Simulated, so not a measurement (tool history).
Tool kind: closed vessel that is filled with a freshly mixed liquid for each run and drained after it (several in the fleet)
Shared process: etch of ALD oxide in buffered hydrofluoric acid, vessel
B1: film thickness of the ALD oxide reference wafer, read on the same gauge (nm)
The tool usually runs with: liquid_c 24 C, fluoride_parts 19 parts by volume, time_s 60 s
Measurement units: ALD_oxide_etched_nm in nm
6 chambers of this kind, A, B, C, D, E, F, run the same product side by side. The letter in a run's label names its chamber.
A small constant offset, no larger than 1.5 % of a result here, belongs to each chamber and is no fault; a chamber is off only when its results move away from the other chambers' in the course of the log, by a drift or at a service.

{"run": "1B", "hour": 7.5, "liquid_c": 24, "fluoride_parts": 19, "time_s": 60, "B1": 60.006, "ALD_oxide_etched_nm": 56.377}
{"run": "2F", "hour": 18.7, "liquid_c": 24, "fluoride_parts": 19, "time_s": 60, "B1": 59.999, "ALD_oxide_etched_nm": 56.287}
{"run": "3E", "hour": 26.5, "liquid_c": 24, "fluoride_parts": 19, "time_s": 60, "B1": 59.999, "ALD_oxide_etched_nm": 56.089}
{"run": "4D", "hour": 37.5, "liquid_c": 24, "fluoride_parts": 19, "time_s": 60, "B1": 59.971, "ALD_oxide_etched_nm": 55.14}
{"run": "5C", "hour": 50.1, "liquid_c": 24, "fluoride_parts": 19, "time_s": 60, "B1": 59.975, "ALD_oxide_etched_nm": 55.616}
{"run": "6A", "hour": 62.0, "liquid_c": 24, "fluoride_parts": 19, "time_s": 60, "B1": 59.976, "ALD_oxide_etched_nm": 56.439}
{"run": "7F", "hour": 71.6, "liquid_c": 24, "fluoride_parts": 19, "time_s": 60, "B1": 59.996, "ALD_oxide_etched_nm": 56.07}
{"run": "8E", "hour": 80.8, "liquid_c": 24, "fluoride_parts": 19, "time_s": 60, "B1": 59.973, "ALD_oxide_etched_nm": 56.385}
{"run": "9A", "hour": 87.9, "liquid_c": 24, "fluoride_parts": 19, "time_s": 60, "B1": 60.001, "ALD_oxide_etched_nm": 56.28}
{"run": "10D", "hour": 101.8, "liquid_c": 26.5, "fluoride_parts": 19, "time_s": 60, "B1": 59.999, "ALD_oxide_etched_nm": 63.441}
{"run": "11B", "hour": 110.0, "liquid_c": 26.5, "fluoride_parts": 19, "time_s": 60, "B1": 60, "ALD_oxide_etched_nm": 64.429}
{"hour": 122.1, "done": "chamber D: hydrofluoric acid flow meter replaced"}
{"run": "12C", "hour": 123.1, "liquid_c": 26.5, "fluoride_parts": 19, "time_s": 60, "B1": 60.005, "ALD_oxide_etched_nm": 62.504}
{"run": "13F", "hour": 130.7, "liquid_c": 26.5, "fluoride_parts": 19, "time_s": 60, "B1": 59.992, "ALD_oxide_etched_nm": 63.566}
{"run": "14E", "hour": 142.6, "liquid_c": 26.5, "fluoride_parts": 19, "time_s": 60, "B1": 60, "ALD_oxide_etched_nm": 64.581}
{"run": "15D", "hour": 150.5, "liquid_c": 26.5, "fluoride_parts": 19, "time_s": 60, "B1": 59.98, "ALD_oxide_etched_nm": 63.508}
{"hour": 152.6, "done": "chamber E: hydrofluoric acid flow meter replaced"}
{"run": "16C", "hour": 162.4, "liquid_c": 24, "fluoride_parts": 19, "time_s": 60, "B1": 59.967, "ALD_oxide_etched_nm": 55.691}
{"run": "17B", "hour": 169.4, "liquid_c": 24, "fluoride_parts": 19, "time_s": 60, "B1": 60.008, "ALD_oxide_etched_nm": 55.869}
{"run": "18A", "hour": 183.7, "liquid_c": 24, "fluoride_parts": 19, "time_s": 60, "B1": 59.999, "ALD_oxide_etched_nm": 55.655}
{"run": "19E", "hour": 191.6, "liquid_c": 24, "fluoride_parts": 19, "time_s": 60, "B1": 59.995, "ALD_oxide_etched_nm": 56.625}
{"run": "20F", "hour": 201.5, "liquid_c": 24, "fluoride_parts": 19, "time_s": 60, "B1": 60.005, "ALD_oxide_etched_nm": 55.438}
{"run": "21A", "hour": 210.8, "liquid_c": 24, "fluoride_parts": 19, "time_s": 60, "B1": 60.017, "ALD_oxide_etched_nm": 54.716}
{"run": "22B", "hour": 219.0, "liquid_c": 24, "fluoride_parts": 19, "time_s": 60, "B1": 60.014, "ALD_oxide_etched_nm": 56.378}
{"run": "23C", "hour": 225.4, "liquid_c": 24, "fluoride_parts": 19, "time_s": 60, "B1": 60.015, "ALD_oxide_etched_nm": 55.685}
{"run": "24D", "hour": 233.0, "liquid_c": 24, "fluoride_parts": 19, "time_s": 60, "B1": 60.013, "ALD_oxide_etched_nm": 55.042}
{"hour": 244.3, "done": "chamber B: thermometer replaced"}
{"run": "25B", "hour": 246.6, "liquid_c": 24, "fluoride_parts": 19, "time_s": 60, "B1": 60.024, "ALD_oxide_etched_nm": 56.137}
{"run": "26D", "hour": 260.2, "liquid_c": 24, "fluoride_parts": 19, "time_s": 60, "B1": 60.007, "ALD_oxide_etched_nm": 54.944}
{"run": "27E", "hour": 269.6, "liquid_c": 24, "fluoride_parts": 19, "time_s": 60, "B1": 59.997, "ALD_oxide_etched_nm": 57.005}
{"run": "28A", "hour": 277.9, "liquid_c": 24, "fluoride_parts": 19, "time_s": 60, "B1": 60.001, "ALD_oxide_etched_nm": 53.891}
{"run": "29C", "hour": 287.7, "liquid_c": 24, "fluoride_parts": 19, "time_s": 60, "B1": 59.998, "ALD_oxide_etched_nm": 55.668}
{"run": "30F", "hour": 300.9, "liquid_c": 24, "fluoride_parts": 19, "time_s": 60, "B1": 60.013, "ALD_oxide_etched_nm": 56.16}
{"run": "31C", "hour": 313.8, "liquid_c": 24, "fluoride_parts": 19, "time_s": 60, "B1": 59.991, "ALD_oxide_etched_nm": 55.104}
{"run": "32A", "hour": 323.6, "liquid_c": 24, "fluoride_parts": 19, "time_s": 60, "B1": 60.025, "ALD_oxide_etched_nm": 53.348}
{"run": "33B", "hour": 337.7, "liquid_c": 24, "fluoride_parts": 19, "time_s": 60, "B1": 60.002, "ALD_oxide_etched_nm": 56.165}
{"run": "34D", "hour": 348.8, "liquid_c": 24, "fluoride_parts": 19, "time_s": 60, "B1": 59.985, "ALD_oxide_etched_nm": 55.835}
{"run": "35E", "hour": 360.8, "liquid_c": 24, "fluoride_parts": 19, "time_s": 75, "B1": 59.998, "ALD_oxide_etched_nm": 69.558}
{"run": "36F", "hour": 367.4, "liquid_c": 24, "fluoride_parts": 19, "time_s": 75, "B1": 60.018, "ALD_oxide_etched_nm": 68.738}
{"run": "37B", "hour": 376.5, "liquid_c": 24, "fluoride_parts": 19, "time_s": 75, "B1": 59.992, "ALD_oxide_etched_nm": 70.386}
{"run": "38C", "hour": 383.7, "liquid_c": 24, "fluoride_parts": 19, "time_s": 75, "B1": 60.006, "ALD_oxide_etched_nm": 70.098}
{"run": "39D", "hour": 392.0, "liquid_c": 24, "fluoride_parts": 19, "time_s": 75, "B1": 60.006, "ALD_oxide_etched_nm": 68.522}

All 6 chambers run these settings next. Forecast each chamber's results:
{"run": "40A", "hour": 402.2, "liquid_c": 24, "fluoride_parts": 19, "time_s": 35, "ALD_oxide_etched_nm": "?"}
{"run": "40B", "hour": 402.2, "liquid_c": 24, "fluoride_parts": 19, "time_s": 35, "ALD_oxide_etched_nm": "?"}
{"run": "40C", "hour": 402.2, "liquid_c": 24, "fluoride_parts": 19, "time_s": 35, "ALD_oxide_etched_nm": "?"}
{"run": "40D", "hour": 402.2, "liquid_c": 24, "fluoride_parts": 19, "time_s": 35, "ALD_oxide_etched_nm": "?"}
{"run": "40E", "hour": 402.2, "liquid_c": 24, "fluoride_parts": 19, "time_s": 35, "ALD_oxide_etched_nm": "?"}
{"run": "40F", "hour": 402.2, "liquid_c": 24, "fluoride_parts": 19, "time_s": 35, "ALD_oxide_etched_nm": "?"}

run=40A ALD_oxide_etched_nm=30.592
run=40B ALD_oxide_etched_nm=33.24
run=40C ALD_oxide_etched_nm=32.497
run=40D ALD_oxide_etched_nm=32.07
run=40E ALD_oxide_etched_nm=32.855
run=40F ALD_oxide_etched_nm=32.109
